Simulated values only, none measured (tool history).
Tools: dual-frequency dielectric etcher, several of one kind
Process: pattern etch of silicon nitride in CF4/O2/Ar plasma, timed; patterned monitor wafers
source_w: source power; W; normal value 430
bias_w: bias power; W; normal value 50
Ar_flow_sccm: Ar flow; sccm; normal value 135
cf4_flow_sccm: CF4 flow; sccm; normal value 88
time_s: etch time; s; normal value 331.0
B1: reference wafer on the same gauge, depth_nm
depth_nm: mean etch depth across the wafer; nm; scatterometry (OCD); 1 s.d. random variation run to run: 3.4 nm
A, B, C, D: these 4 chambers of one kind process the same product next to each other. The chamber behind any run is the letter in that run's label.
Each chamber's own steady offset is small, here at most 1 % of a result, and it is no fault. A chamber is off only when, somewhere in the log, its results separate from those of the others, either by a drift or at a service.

{"run": "1D", "day": 0.454, "source_w": 430, "bias_w": 50, "Ar_flow_sccm": 135, "cf4_flow_sccm": 88, "time_s": 331.0, "B1": 546.46, "depth_nm": 520.58}
{"run": "2C", "day": 1.075, "source_w": 430, "bias_w": 50, "Ar_flow_sccm": 135, "cf4_flow_sccm": 88, "time_s": 331.0, "B1": 547.12, "depth_nm": 529.81}
{"run": "3B", "day": 1.433, "source_w": 430, "bias_w": 50, "Ar_flow_sccm": 135, "cf4_flow_sccm": 88, "time_s": 331.0, "B1": 546.53, "depth_nm": 516.38}
{"run": "4A", "day": 1.883, "source_w": 430, "bias_w": 50, "Ar_flow_sccm": 135, "cf4_flow_sccm": 88, "time_s": 331.0, "B1": 546.34, "depth_nm": 525.92}
{"run": "5C", "day": 2.533, "source_w": 430, "bias_w": 50, "Ar_flow_sccm": 135, "cf4_flow_sccm": 88, "time_s": 331.0, "B1": 546.89, "depth_nm": 523.24}
{"run": "6D", "day": 2.962, "source_w": 430, "bias_w": 50, "Ar_flow_sccm": 135, "cf4_flow_sccm": 88, "time_s": 331.0, "B1": 547.2, "depth_nm": 519.16}
{"run": "7A", "day": 3.296, "source_w": 430, "bias_w": 59, "Ar_flow_sccm": 146, "cf4_flow_sccm": 88, "time_s": 331.0, "B1": 547.9, "depth_nm": 550.38}
{"run": "8B", "day": 3.858, "source_w": 430, "bias_w": 59, "Ar_flow_sccm": 146, "cf4_flow_sccm": 88, "time_s": 331.0, "B1": 546.99, "depth_nm": 548.62}
{"run": "9B", "day": 4.154, "source_w": 430, "bias_w": 59, "Ar_flow_sccm": 146, "cf4_flow_sccm": 88, "time_s": 331.0, "B1": 546.78, "depth_nm": 558.02}
{"run": "10D", "day": 4.475, "source_w": 430, "bias_w": 59, "Ar_flow_sccm": 146, "cf4_flow_sccm": 88, "time_s": 331.0, "B1": 547.8, "depth_nm": 550.33}
{"run": "11C", "day": 4.929, "source_w": 430, "bias_w": 50, "Ar_flow_sccm": 135, "cf4_flow_sccm": 88, "time_s": 331.0, "B1": 547.18, "depth_nm": 520.57}
{"run": "12A", "day": 5.254, "source_w": 430, "bias_w": 50, "Ar_flow_sccm": 135, "cf4_flow_sccm": 88, "time_s": 331.0, "B1": 547.34, "depth_nm": 524.77}
{"run": "13A", "day": 5.662, "source_w": 430, "bias_w": 50, "Ar_flow_sccm": 135, "cf4_flow_sccm": 88, "time_s": 331.0, "B1": 548.14, "depth_nm": 518.59}
{"run": "14B", "day": 6.088, "source_w": 430, "bias_w": 39, "Ar_flow_sccm": 135, "cf4_flow_sccm": 88, "time_s": 331.0, "B1": 547.2, "depth_nm": 478.16}
{"run": "15D", "day": 6.621, "source_w": 430, "bias_w": 39, "Ar_flow_sccm": 135, "cf4_flow_sccm": 88, "time_s": 331.0, "B1": 547.03, "depth_nm": 477.26}
{"day": 6.667, "done": "chamber B: wet clean of the chamber"}
{"run": "16C", "day": 7.262, "source_w": 430, "bias_w": 39, "Ar_flow_sccm": 135, "cf4_flow_sccm": 88, "time_s": 331.0, "B1": 546.17, "depth_nm": 480.62}
{"day": 7.308, "done": "chamber A: CF4 flow controller replaced"}
{"run": "17C", "day": 7.625, "source_w": 430, "bias_w": 39, "Ar_flow_sccm": 135, "cf4_flow_sccm": 88, "time_s": 331.0, "B1": 547.83, "depth_nm": 471.02}
{"run": "18A", "day": 8.046, "source_w": 430, "bias_w": 50, "Ar_flow_sccm": 135, "cf4_flow_sccm": 88, "time_s": 331.0, "B1": 546.99, "depth_nm": 520.09}
{"run": "19B", "day": 8.612, "source_w": 430, "bias_w": 50, "Ar_flow_sccm": 135, "cf4_flow_sccm": 88, "time_s": 331.0, "B1": 546.06, "depth_nm": 521.7}
{"run": "20D", "day": 8.925, "source_w": 430, "bias_w": 50, "Ar_flow_sccm": 135, "cf4_flow_sccm": 88, "time_s": 331.0, "B1": 546.83, "depth_nm": 524.34}
{"day": 9.217, "done": "chamber D: bias power generator calibrated"}
{"run": "21D", "day": 9.375, "source_w": 340, "bias_w": 50, "Ar_flow_sccm": 135, "cf4_flow_sccm": 80, "time_s": 331.0, "B1": 547.96, "depth_nm": 419.38}
{"run": "22B", "day": 9.942, "source_w": 340, "bias_w": 50, "Ar_flow_sccm": 135, "cf4_flow_sccm": 80, "time_s": 331.0, "B1": 547.73, "depth_nm": 417.85}
{"run": "23A", "day": 10.5, "source_w": 340, "bias_w": 50, "Ar_flow_sccm": 135, "cf4_flow_sccm": 80, "time_s": 331.0, "B1": 547.04, "depth_nm": 424.07}
{"run": "24C", "day": 10.954, "source_w": 340, "bias_w": 50, "Ar_flow_sccm": 135, "cf4_flow_sccm": 80, "time_s": 331.0, "B1": 547.24, "depth_nm": 421.56}
{"run": "25A", "day": 11.396, "source_w": 430, "bias_w": 50, "Ar_flow_sccm": 135, "cf4_flow_sccm": 88, "time_s": 331.0, "B1": 546.78, "depth_nm": 521.57}
{"day": 11.512, "done": "chamber A: source power generator calibrated"}
{"run": "26D", "day": 11.971, "source_w": 430, "bias_w": 50, "Ar_flow_sccm": 135, "cf4_flow_sccm": 88, "time_s": 331.0, "B1": 547.21, "depth_nm": 522.02}
{"run": "27B", "day": 12.308, "source_w": 430, "bias_w": 50, "Ar_flow_sccm": 117, "cf4_flow_sccm": 88, "time_s": 259.5, "B1": 546.82, "depth_nm": 414.63}
{"run": "28C", "day": 12.771, "source_w": 430, "bias_w": 50, "Ar_flow_sccm": 117, "cf4_flow_sccm": 88, "time_s": 259.5, "B1": 546.59, "depth_nm": 420.71}
{"run": "29A", "day": 13.221, "source_w": 430, "bias_w": 50, "Ar_flow_sccm": 117, "cf4_flow_sccm": 88, "time_s": 259.5, "B1": 547.32, "depth_nm": 411.93}
{"run": "30B", "day": 13.804, "source_w": 430, "bias_w": 50, "Ar_flow_sccm": 117, "cf4_flow_sccm": 88, "time_s": 259.5, "B1": 547.09, "depth_nm": 415.01}
{"run": "31D", "day": 14.162, "source_w": 430, "bias_w": 50, "Ar_flow_sccm": 135, "cf4_flow_sccm": 88, "time_s": 331.0, "B1": 547.16, "depth_nm": 527.01}
{"run": "32C", "day": 14.75, "source_w": 430, "bias_w": 50, "Ar_flow_sccm": 135, "cf4_flow_sccm": 88, "time_s": 331.0, "B1": 547.69, "depth_nm": 531.03}
{"run": "33C", "day": 15.075, "source_w": 430, "bias_w": 50, "Ar_flow_sccm": 135, "cf4_flow_sccm": 88, "time_s": 331.0, "B1": 547.93, "depth_nm": 525.94}
{"day": 15.325, "done": "chamber D: wet clean of the chamber"}
{"run": "34A", "day": 15.696, "source_w": 460, "bias_w": 50, "Ar_flow_sccm": 135, "cf4_flow_sccm": 88, "time_s": 331.0, "B1": 546.71, "depth_nm": 555.46}
{"run": "35B", "day": 16.288, "source_w": 460, "bias_w": 50, "Ar_flow_sccm": 135, "cf4_flow_sccm": 88, "time_s": 331.0, "B1": 546.49, "depth_nm": 557.84}
{"run": "36D", "day": 16.738, "source_w": 460, "bias_w": 50, "Ar_flow_sccm": 135, "cf4_flow_sccm": 88, "time_s": 331.0, "B1": 547.28, "depth_nm": 551.9}
{"run": "37D", "day": 17.221, "source_w": 460, "bias_w": 50, "Ar_flow_sccm": 135, "cf4_flow_sccm": 88, "time_s": 331.0, "B1": 547.49, "depth_nm": 555.86}

All 4 chambers run these settings next. Forecast each chamber's results:
{"run": "38A", "day": 17.708, "source_w": 430, "bias_w": 50, "Ar_flow_sccm": 103, "cf4_flow_sccm": 88, "time_s": 331.0, "depth_nm": "?"}
{"run": "38B", "day": 17.708, "source_w": 430, "bias_w": 50, "Ar_flow_sccm": 103, "cf4_flow_sccm": 88, "time_s": 331.0, "depth_nm": "?"}
{"run": "38C", "day": 17.708, "source_w": 430, "bias_w": 50, "Ar_flow_sccm": 103, "cf4_flow_sccm": 88, "time_s": 331.0, "depth_nm": "?"}
{"run": "38D", "day": 17.708, "source_w": 430, "bias_w": 50, "Ar_flow_sccm": 103, "cf4_flow_sccm": 88, "time_s": 331.0, "depth_nm": "?"}

run=38A depth_nm=532.55
run=38B depth_nm=543.05
run=38C depth_nm=544.17
run=38D depth_nm=541.36
